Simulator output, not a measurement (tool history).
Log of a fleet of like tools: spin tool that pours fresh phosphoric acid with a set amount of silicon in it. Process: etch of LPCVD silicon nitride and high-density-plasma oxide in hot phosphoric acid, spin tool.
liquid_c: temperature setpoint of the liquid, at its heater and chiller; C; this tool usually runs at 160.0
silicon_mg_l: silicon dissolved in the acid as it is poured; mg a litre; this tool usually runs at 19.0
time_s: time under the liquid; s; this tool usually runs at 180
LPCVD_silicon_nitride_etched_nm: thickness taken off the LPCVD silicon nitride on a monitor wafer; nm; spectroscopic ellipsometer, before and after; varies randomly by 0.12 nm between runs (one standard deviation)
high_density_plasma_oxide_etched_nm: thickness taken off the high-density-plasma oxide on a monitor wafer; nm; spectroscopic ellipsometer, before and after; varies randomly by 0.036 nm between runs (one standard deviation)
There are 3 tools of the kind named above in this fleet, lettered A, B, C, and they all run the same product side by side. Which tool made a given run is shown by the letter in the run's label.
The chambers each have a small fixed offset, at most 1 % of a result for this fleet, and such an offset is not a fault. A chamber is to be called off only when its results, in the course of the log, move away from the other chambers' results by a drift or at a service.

run,hour,liquid_c,silicon_mg_l,time_s,"read-back film thickness of the LPCVD silicon nitride reference wafer, read on the same gauge (nm)","read-back film thickness of the high-density-plasma oxide reference wafer, read on the same gauge (nm)",LPCVD_silicon_nitride_etched_nm,high_density_plasma_oxide_etched_nm
1A,11.3,160.0,19.0,180,100.010,59.985,17.0950,0.49177
2C,21.8,160.0,19.0,180,100.030,59.978,17.0940,0.44946
3B,32.6,160.0,19.0,180,99.988,60.007,17.1850,0.51172
# hour 42.2: chamber A: dissolved silicon flow meter replaced
4A,46.0,160.0,19.0,180,100.010,59.982,16.7710,0.50167
5B,60.5,160.0,19.0,180,100.020,59.996,17.1450,0.44455
6C,73.0,160.0,19.0,180,99.994,59.989,17.1840,0.57306
# hour 74.5: chamber C: heated supply line repaired
7C,88.8,160.0,19.0,180,100.020,59.998,16.9290,0.43436
8B,96.4,160.0,19.0,180,100.020,60.030,16.9950,0.46197
9A,106.0,160.0,19.0,180,99.971,60.012,17.0390,0.50997
10A,116.5,160.0,19.0,180,100.010,59.958,16.7740,0.49672
11C,124.2,160.0,19.0,180,100.020,59.989,17.0240,0.43190
12B,137.8,158.0,13.0,180,99.996,59.959,15.8970,0.53349
# hour 141.1: chamber B: heated supply line repaired
13A,149.5,158.0,13.0,180,99.972,60.024,15.6090,0.48475
14C,164.2,158.0,13.0,180,99.996,60.018,15.9830,0.41475
15B,174.6,160.0,19.0,180,99.980,59.997,16.9050,0.40407
16A,187.4,160.0,19.0,180,99.991,59.997,16.8390,0.51094
17B,199.8,160.0,19.0,180,99.995,59.996,17.2220,0.47207
18C,212.7,160.0,19.0,180,100.000,60.001,16.9480,0.45152
19B,219.8,160.0,19.0,180,100.020,60.006,17.2300,0.49071
20C,234.1,160.0,30.5,180,99.984,59.995,17.1090,0.27795
# hour 238.9: chamber B: thermometer replaced
21A,241.9,160.0,30.5,180,99.995,59.982,16.9070,0.29640
22B,257.1,160.0,30.5,180,100.010,59.969,17.1730,0.34658
23A,271.2,160.0,19.0,180,100.000,60.014,16.8680,0.51381
24C,284.6,160.0,19.0,180,100.030,60.004,17.1280,0.51667
25A,292.1,158.5,19.0,110,100.030,60.015,9.8170,0.25127
26B,304.0,158.5,19.0,110,100.010,60.002,9.8870,0.27000
27C,320.4,158.5,19.0,110,100.010,59.979,9.8986,0.24496
28C,329.7,160.0,19.0,180,100.010,59.991,17.1210,0.53089
29B,337.3,160.0,19.0,180,99.985,59.990,17.1050,0.48690
30A,346.5,160.0,26.0,180,100.010,60.014,17.0750,0.35186
31C,361.1,160.0,26.0,180,99.968,59.982,17.0280,0.43371
32A,376.0,160.0,26.0,180,100.010,59.996,16.8650,0.38944
33B,392.2,160.0,19.0,180,99.999,60.008,16.9940,0.46636
34A,407.6,160.0,25.5,115,100.020,60.006,10.8530,0.28706
35C,422.7,160.0,25.5,115,99.998,60.003,10.9500,0.22027
36B,432.0,160.0,25.5,115,99.988,60.003,10.8720,0.25654

Each of the 3 chambers runs these same settings next. Fill in every chamber's results:
37A,443.7,160.0,19.0,180,,,?,?
37B,443.7,160.0,19.0,180,,,?,?
37C,443.7,160.0,19.0,180,,,?,?

run,LPCVD_silicon_nitride_etched_nm,high_density_plasma_oxide_etched_nm
37A,16.8560,0.54345
37B,17.0720,0.44871
37C,17.1090,0.48128
